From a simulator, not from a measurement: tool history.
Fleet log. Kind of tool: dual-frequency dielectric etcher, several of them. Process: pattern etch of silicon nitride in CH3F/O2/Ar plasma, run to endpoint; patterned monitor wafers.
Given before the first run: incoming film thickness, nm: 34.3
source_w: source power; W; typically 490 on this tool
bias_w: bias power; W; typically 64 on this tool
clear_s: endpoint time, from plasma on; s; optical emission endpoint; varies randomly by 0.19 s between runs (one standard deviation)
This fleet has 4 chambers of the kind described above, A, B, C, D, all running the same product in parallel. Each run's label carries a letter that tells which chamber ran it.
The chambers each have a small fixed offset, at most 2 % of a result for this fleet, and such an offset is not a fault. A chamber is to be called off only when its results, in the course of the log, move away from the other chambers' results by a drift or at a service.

run 1A hour=9.7 | source_w=490 bias_w=64 | clear_s=47.631
run 2D hour=15.7 | source_w=490 bias_w=64 | clear_s=48.48
run 3B hour=20.8 | source_w=490 bias_w=64 | clear_s=48.228
run 4C hour=25.8 | source_w=490 bias_w=64 | clear_s=48.165
run 5D hour=35.4 | source_w=490 bias_w=64 | clear_s=48.837
run 6C hour=44.5 | source_w=490 bias_w=64 | clear_s=48.226
run 7B hour=50.1 | source_w=490 bias_w=64 | clear_s=48.114
run 8A hour=55.8 | source_w=490 bias_w=64 | clear_s=47.294
run 9B hour=66.1 | source_w=490 bias_w=64 | clear_s=48.115
run 10A hour=76.5 | source_w=560 bias_w=57 | clear_s=47.264
run 11C hour=86.2 | source_w=560 bias_w=57 | clear_s=48.036
run 12D hour=92.9 | source_w=560 bias_w=57 | clear_s=47.981
run 13C hour=99.8 | source_w=560 bias_w=57 | clear_s=47.56
run 14D hour=105.6 | source_w=490 bias_w=64 | clear_s=48.618
run 15A hour=114.4 | source_w=490 bias_w=64 | clear_s=47.391
run 16B hour=119.8 | source_w=490 bias_w=64 | clear_s=48.061
run 17A hour=128 | source_w=490 bias_w=64 | clear_s=47.643
run 18C hour=133.9 | source_w=560 bias_w=64 | clear_s=46.281
run 19B hour=142.3 | source_w=560 bias_w=64 | clear_s=45.75
run 20D hour=150.6 | source_w=560 bias_w=64 | clear_s=45.983
run 21B hour=157.2 | source_w=560 bias_w=64 | clear_s=45.551
run 22C hour=164 | source_w=490 bias_w=64 | clear_s=48.792
run 23A hour=171.3 | source_w=490 bias_w=64 | clear_s=47.732
run 24D hour=179.6 | source_w=490 bias_w=64 | clear_s=48.663
run 25B hour=188.9 | source_w=490 bias_w=64 | clear_s=48.427
run 26A hour=196.5 | source_w=490 bias_w=64 | clear_s=47.703
run 27C hour=205.1 | source_w=490 bias_w=64 | clear_s=48.816
run 28D hour=215.4 | source_w=490 bias_w=64 | clear_s=48.732
run 29D hour=226.1 | source_w=490 bias_w=64 | clear_s=48.578
run 30B hour=233.2 | source_w=490 bias_w=64 | clear_s=48.156
-- hour=241.4 chamber B: wet clean of the chamber
run 31C hour=242.3 | source_w=540 bias_w=70 | clear_s=45.859
run 32A hour=250.2 | source_w=540 bias_w=70 | clear_s=44.181
run 33B hour=254.9 | source_w=540 bias_w=70 | clear_s=44.98
run 34A hour=260.9 | source_w=540 bias_w=70 | clear_s=44.747
run 35C hour=268.1 | source_w=600 bias_w=51 | clear_s=48.768
run 36D hour=278.1 | source_w=600 bias_w=51 | clear_s=48.084
run 37B hour=288.7 | source_w=600 bias_w=51 | clear_s=48.317
run 38D hour=294.7 | source_w=600 bias_w=51 | clear_s=48.169
run 39A hour=299.8 | source_w=490 bias_w=64 | clear_s=47.488
-- hour=302 chamber D: wet clean of the chamber
run 40C hour=310.6 | source_w=490 bias_w=64 | clear_s=49.24
run 41D hour=319.1 | source_w=560 bias_w=75 | clear_s=43.606
run 42A hour=328.5 | source_w=560 bias_w=75 | clear_s=42.894
run 43C hour=336.4 | source_w=560 bias_w=75 | clear_s=44.67

Does one chamber stand apart from the rest, does the shared gauge drift, or is all well apart from small per-chamber offsets? Give the chamber and the most likely cause, where there is one.

Chamber C drifts away from the others.
What lies behind it: etch rate under this chamber's usual, % = 2.04.
The log might look much the same if the cause were instead: source power that arrives under what is set, %; bias power that arrives under what is set, %.

Here are 4 candidates for chamber C's next run, each the usual settings with a change, their results left as question marks. Which one brings its results back in line with what the others give on the usual settings?
Maximum distance from the other chambers' mean on the usual settings for a result to count as in line: clear_s 0.66 s
run 44C-1 hour=344.2 | source_w=490 bias_w=74 | clear_s=?
run 44C-2 hour=344.2 | source_w=510 bias_w=66 | clear_s=?
run 44C-3 hour=344.2 | source_w=490 bias_w=54 | clear_s=?
run 44C-4 hour=344.2 | source_w=460 bias_w=64 | clear_s=?

Usual-settings mean across the other chambers: clear_s 48.143 s
run=44C-1 clear_s=46.955
run=44C-2 clear_s=48.029
run=44C-3 clear_s=51.966
run=44C-4 clear_s=50.445
44C-2 brings the chamber back in line.
